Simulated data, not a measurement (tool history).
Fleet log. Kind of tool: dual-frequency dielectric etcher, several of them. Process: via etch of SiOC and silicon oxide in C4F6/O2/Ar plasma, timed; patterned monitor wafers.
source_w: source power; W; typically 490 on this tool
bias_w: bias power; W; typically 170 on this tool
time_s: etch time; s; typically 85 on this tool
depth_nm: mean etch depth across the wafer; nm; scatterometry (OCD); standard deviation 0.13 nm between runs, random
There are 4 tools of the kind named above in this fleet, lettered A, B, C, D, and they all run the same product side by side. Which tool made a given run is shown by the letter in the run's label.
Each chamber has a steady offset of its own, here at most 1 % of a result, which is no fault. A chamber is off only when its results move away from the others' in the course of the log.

run,hour,source_w,bias_w,time_s,hours since the last wet clean,hours since the last source power generator calibration,hours since the last bias power generator calibration,"read-back reference wafer on the same gauge, depth_nm",depth_nm
1A,7.4,490,170,85,545.6,2162.3,26.4,120.93,102.02
# hour 9.7: chamber B: wet clean of the chamber
2D,19.7,490,170,85,364.7,250.6,616.1,120.93,102.79
# hour 21.8: chamber A: source power generator calibrated
# hour 25.2: chamber A: wet clean of the chamber
3B,31.7,490,170,85,22.1,2356.1,2728.9,120.95,101.77
4C,44.4,490,170,85,626.1,262.5,437.5,120.89,101.7
5B,51.7,490,170,85,42.1,2376.1,2748.9,120.94,102
6A,61.6,490,170,85,36.5,39.9,80.6,120.87,101.98
7D,72.5,530,210,85,417.5,303.4,668.9,120.86,113.44
8C,81.7,530,210,85,663.4,299.8,474.8,120.87,112.14
# hour 90.4: chamber C: wet clean of the chamber
9C,91,530,210,85,0.7,309.1,484.1,120.89,112.04
10D,102.8,530,210,85,447.8,333.7,699.2,120.83,113.29
11A,114.5,490,170,85,89.4,92.8,133.5,120.8,101.6
12B,123.9,490,170,85,114.3,2448.3,2821.1,120.78,101.93
13A,135.4,490,170,85,110.3,113.7,154.4,120.79,101.38
14C,146.6,410,209,85,56.3,364.7,539.7,120.77,101.31
15D,158.5,410,209,85,503.5,389.4,754.9,120.7,102.23
16B,166.9,410,209,85,157.3,2491.3,2864.1,120.74,101.46
17A,174.1,410,209,85,149,152.4,193.1,120.73,101.46
18C,184.2,490,170,85,93.9,402.3,577.3,120.72,101.48
19D,194.3,490,170,85,539.3,425.2,790.7,120.67,102.31
# hour 196.9: chamber D: wet clean of the chamber
20B,201,490,170,85,191.4,2525.4,2898.2,120.66,101.54
21C,210.5,490,170,85,120.2,428.6,603.6,120.62,101.37
22A,219.8,490,170,85,194.7,198.1,238.8,120.63,101.86
23D,229,490,170,85,32.1,459.9,825.4,120.59,102.41
24B,239.3,490,170,85,229.7,2563.7,2936.5,120.57,101.62
25D,246.7,490,170,85,49.8,477.6,843.1,120.58,102.35
26C,257.3,490,170,85,167,475.4,650.4,120.58,101.61
27A,269.4,490,170,85,244.3,247.7,288.4,120.57,101.62
28B,281.5,490,183,64.5,271.9,2605.9,2978.7,120.5,79.019
29C,293.4,490,183,64.5,203.1,511.5,686.5,120.48,78.832
30D,303.7,490,183,64.5,106.8,534.6,900.1,120.51,79.482
31A,313.9,490,183,64.5,288.8,292.2,332.9,120.49,78.652
32B,324.6,490,170,85,315,2649,3021.8,120.43,101.55
33D,337.7,490,170,85,140.8,568.6,934.1,120.4,102.27
34A,347,580,170,85,321.9,325.3,366,120.47,107.85
35C,356,580,170,85,265.7,574.1,749.1,120.42,108.4
36B,364.5,580,170,85,354.9,2688.9,3061.7,120.37,108.5
37C,373.4,580,170,85,283.1,591.5,766.5,120.37,108.43

All chambers now run identical settings, listed one chamber a line with results as question marks. What results will each chamber show?
38A,383.3,530,170,85,,,,,?
38B,383.3,530,170,85,,,,,?
38C,383.3,530,170,85,,,,,?
38D,383.3,530,170,85,,,,,?

run,depth_nm
38A,104.35
38B,104.57
38C,104.5
38D,105.43

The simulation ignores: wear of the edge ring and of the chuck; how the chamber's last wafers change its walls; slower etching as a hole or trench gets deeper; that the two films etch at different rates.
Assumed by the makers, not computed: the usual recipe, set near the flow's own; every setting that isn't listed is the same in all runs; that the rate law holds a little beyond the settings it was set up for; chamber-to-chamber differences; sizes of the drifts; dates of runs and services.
